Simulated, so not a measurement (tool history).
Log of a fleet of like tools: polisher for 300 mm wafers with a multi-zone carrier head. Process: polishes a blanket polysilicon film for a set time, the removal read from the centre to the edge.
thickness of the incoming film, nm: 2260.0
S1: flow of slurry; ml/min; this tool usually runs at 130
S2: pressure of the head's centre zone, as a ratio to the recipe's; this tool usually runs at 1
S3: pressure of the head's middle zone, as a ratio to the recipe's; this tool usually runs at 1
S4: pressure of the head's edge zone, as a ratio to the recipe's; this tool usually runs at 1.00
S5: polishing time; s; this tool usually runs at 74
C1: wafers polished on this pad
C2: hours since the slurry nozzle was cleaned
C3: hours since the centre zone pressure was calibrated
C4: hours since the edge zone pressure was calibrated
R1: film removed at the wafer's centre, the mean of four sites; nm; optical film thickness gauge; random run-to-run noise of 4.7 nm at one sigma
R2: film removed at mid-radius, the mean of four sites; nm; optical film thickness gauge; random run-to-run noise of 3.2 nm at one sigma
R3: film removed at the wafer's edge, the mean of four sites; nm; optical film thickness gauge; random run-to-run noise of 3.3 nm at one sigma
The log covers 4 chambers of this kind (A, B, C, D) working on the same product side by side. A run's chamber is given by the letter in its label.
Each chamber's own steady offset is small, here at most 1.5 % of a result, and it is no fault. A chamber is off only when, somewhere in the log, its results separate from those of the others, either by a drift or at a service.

{"hour": 3.5, "done": "chamber B: slurry nozzle cleaned"}
{"run": "1B", "hour": 4.7, "S1": 130, "S2": 1, "S3": 1, "S4": 1.0, "S5": 74, "C1": 811, "C2": 1.2, "C3": 50.6, "C4": 196.2, "R1": 469.22, "R2": 472.67, "R3": 475.35}
{"hour": 5.2, "done": "chamber C: worn pad replaced by a new one"}
{"hour": 6.1, "done": "chamber B: worn pad replaced by a new one"}
{"run": "2C", "hour": 10.2, "S1": 130, "S2": 1, "S3": 1, "S4": 1.0, "S5": 74, "C1": 43, "C2": 646.7, "C3": 567.7, "C4": 461.4, "R1": 476.18, "R2": 468.87, "R3": 472.43}
{"run": "3A", "hour": 13.3, "S1": 130, "S2": 1, "S3": 1, "S4": 1.0, "S5": 74, "C1": 409, "C2": 328.4, "C3": 597.7, "C4": 362.8, "R1": 477.48, "R2": 467.46, "R3": 477.99}
{"run": "4D", "hour": 17.3, "S1": 130, "S2": 1, "S3": 1, "S4": 1.0, "S5": 74, "C1": 295, "C2": 38.1, "C3": 476.1, "C4": 604.6, "R1": 471.24, "R2": 470.4, "R3": 478.69}
{"run": "5B", "hour": 21.4, "S1": 130, "S2": 1, "S3": 1, "S4": 1.0, "S5": 74, "C1": 133, "C2": 17.9, "C3": 67.3, "C4": 212.9, "R1": 466.99, "R2": 468.95, "R3": 478.3}
{"hour": 21.7, "done": "chamber A: worn pad replaced by a new one"}
{"run": "6A", "hour": 25.7, "S1": 130, "S2": 1, "S3": 1, "S4": 1.0, "S5": 74, "C1": 35, "C2": 340.8, "C3": 610.1, "C4": 375.2, "R1": 471.16, "R2": 473.81, "R3": 477.42}
{"run": "7C", "hour": 31.6, "S1": 130, "S2": 1, "S3": 1, "S4": 1.0, "S5": 74, "C1": 230, "C2": 668.1, "C3": 589.1, "C4": 482.8, "R1": 475.96, "R2": 472.38, "R3": 471.34}
{"run": "8D", "hour": 35.5, "S1": 130, "S2": 1, "S3": 1, "S4": 0.89, "S5": 74, "C1": 453, "C2": 56.3, "C3": 494.3, "C4": 622.8, "R1": 467.74, "R2": 461.66, "R3": 435.19}
{"run": "9B", "hour": 42.1, "S1": 130, "S2": 1, "S3": 1, "S4": 0.89, "S5": 74, "C1": 313, "C2": 38.6, "C3": 88.0, "C4": 233.6, "R1": 475.28, "R2": 467.19, "R3": 444.32}
{"run": "10C", "hour": 45.1, "S1": 130, "S2": 1, "S3": 1, "S4": 0.89, "S5": 74, "C1": 347, "C2": 681.6, "C3": 602.6, "C4": 496.3, "R1": 482.93, "R2": 473.02, "R3": 451.35}
{"run": "11D", "hour": 49.2, "S1": 130, "S2": 1, "S3": 1, "S4": 0.89, "S5": 74, "C1": 573, "C2": 70.0, "C3": 508.0, "C4": 636.5, "R1": 463.17, "R2": 459.88, "R3": 434.64}
{"run": "12A", "hour": 54.8, "S1": 95, "S2": 1, "S3": 1, "S4": 1.06, "S5": 74, "C1": 289, "C2": 369.9, "C3": 639.2, "C4": 404.3, "R1": 438.06, "R2": 430.53, "R3": 460.25}
{"run": "13D", "hour": 59.0, "S1": 95, "S2": 1, "S3": 1, "S4": 1.06, "S5": 74, "C1": 658, "C2": 79.8, "C3": 517.8, "C4": 646.3, "R1": 417.91, "R2": 419.42, "R3": 453.67}
{"run": "14A", "hour": 62.1, "S1": 95, "S2": 1, "S3": 1, "S4": 1.06, "S5": 74, "C1": 352, "C2": 377.2, "C3": 646.5, "C4": 411.6, "R1": 433.25, "R2": 426.87, "R3": 467.2}
{"run": "15C", "hour": 68.1, "S1": 95, "S2": 1, "S3": 1, "S4": 1.06, "S5": 74, "C1": 547, "C2": 704.6, "C3": 625.6, "C4": 519.3, "R1": 437.77, "R2": 437.5, "R3": 458.7}
{"run": "16B", "hour": 72.5, "S1": 130, "S2": 1, "S3": 1, "S4": 1.0, "S5": 74, "C1": 578, "C2": 69.0, "C3": 118.4, "C4": 264.0, "R1": 468.52, "R2": 471.66, "R3": 473.21}
{"hour": 78.7, "done": "chamber A: worn pad replaced by a new one"}
{"run": "17B", "hour": 79.0, "S1": 130, "S2": 1, "S3": 1, "S4": 1.0, "S5": 74, "C1": 635, "C2": 75.5, "C3": 124.9, "C4": 270.5, "R1": 481.91, "R2": 470.04, "R3": 481.49}
{"run": "18D", "hour": 83.5, "S1": 130, "S2": 1, "S3": 1, "S4": 1.0, "S5": 74, "C1": 872, "C2": 104.3, "C3": 542.3, "C4": 670.8, "R1": 449.13, "R2": 447.91, "R3": 450.82}
{"run": "19C", "hour": 89.3, "S1": 130, "S2": 1, "S3": 1, "S4": 1.0, "S5": 74, "C1": 732, "C2": 725.8, "C3": 646.8, "C4": 540.5, "R1": 473.44, "R2": 472.63, "R3": 471.94}
{"hour": 90.4, "done": "chamber B: worn pad replaced by a new one"}
{"run": "20A", "hour": 92.7, "S1": 130, "S2": 1, "S3": 1, "S4": 1.0, "S5": 74, "C1": 122, "C2": 407.8, "C3": 677.1, "C4": 442.2, "R1": 478.65, "R2": 470.41, "R3": 472.65}
{"run": "21D", "hour": 96.7, "S1": 130, "S2": 1, "S3": 1, "S4": 1.0, "S5": 74, "C1": 987, "C2": 117.5, "C3": 555.5, "C4": 684.0, "R1": 438.35, "R2": 446.53, "R3": 447.02}
{"run": "22B", "hour": 101.3, "S1": 130, "S2": 1, "S3": 1, "S4": 1.0, "S5": 74, "C1": 95, "C2": 97.8, "C3": 147.2, "C4": 292.8, "R1": 469.66, "R2": 475.44, "R3": 477.28}
{"hour": 103.1, "done": "chamber C: worn pad replaced by a new one"}
{"run": "23C", "hour": 104.2, "S1": 130, "S2": 1, "S3": 1, "S4": 1.0, "S5": 74, "C1": 9, "C2": 740.7, "C3": 661.7, "C4": 555.4, "R1": 472.47, "R2": 479.82, "R3": 472.93}
{"run": "24A", "hour": 110.1, "S1": 130, "S2": 1, "S3": 1, "S4": 1.0, "S5": 74, "C1": 274, "C2": 425.2, "C3": 694.5, "C4": 459.6, "R1": 477.04, "R2": 465.91, "R3": 470.58}
{"run": "25A", "hour": 113.7, "S1": 130, "S2": 1, "S3": 1, "S4": 1.0, "S5": 74, "C1": 305, "C2": 428.8, "C3": 698.1, "C4": 463.2, "R1": 473.89, "R2": 464.3, "R3": 480.37}
{"run": "26D", "hour": 118.4, "S1": 130, "S2": 1, "S3": 1, "S4": 1.0, "S5": 74, "C1": 1176, "C2": 139.2, "C3": 577.2, "C4": 705.7, "R1": 440.99, "R2": 437.48, "R3": 440.79}

The same settings go to every chamber for the next run, one line per chamber below. Forecast the results for each:
{"run": "27A", "hour": 123.1, "S1": 130, "S2": 1, "S3": 1, "S4": 1.0, "S5": 74, "R1": "?", "R2": "?", "R3": "?"}
{"run": "27B", "hour": 123.1, "S1": 130, "S2": 1, "S3": 1, "S4": 1.0, "S5": 74, "R1": "?", "R2": "?", "R3": "?"}
{"run": "27C", "hour": 123.1, "S1": 130, "S2": 1, "S3": 1, "S4": 1.0, "S5": 74, "R1": "?", "R2": "?", "R3": "?"}
{"run": "27D", "hour": 123.1, "S1": 130, "S2": 1, "S3": 1, "S4": 1.0, "S5": 74, "R1": "?", "R2": "?", "R3": "?"}

run=27A R1=475.51 R2=470.48 R3=472.76
run=27B R1=470.20 R2=477.91 R3=481.12
run=27C R1=480.81 R2=469.74 R3=473.99
run=27D R1=442.21 R2=437.94 R3=434.11
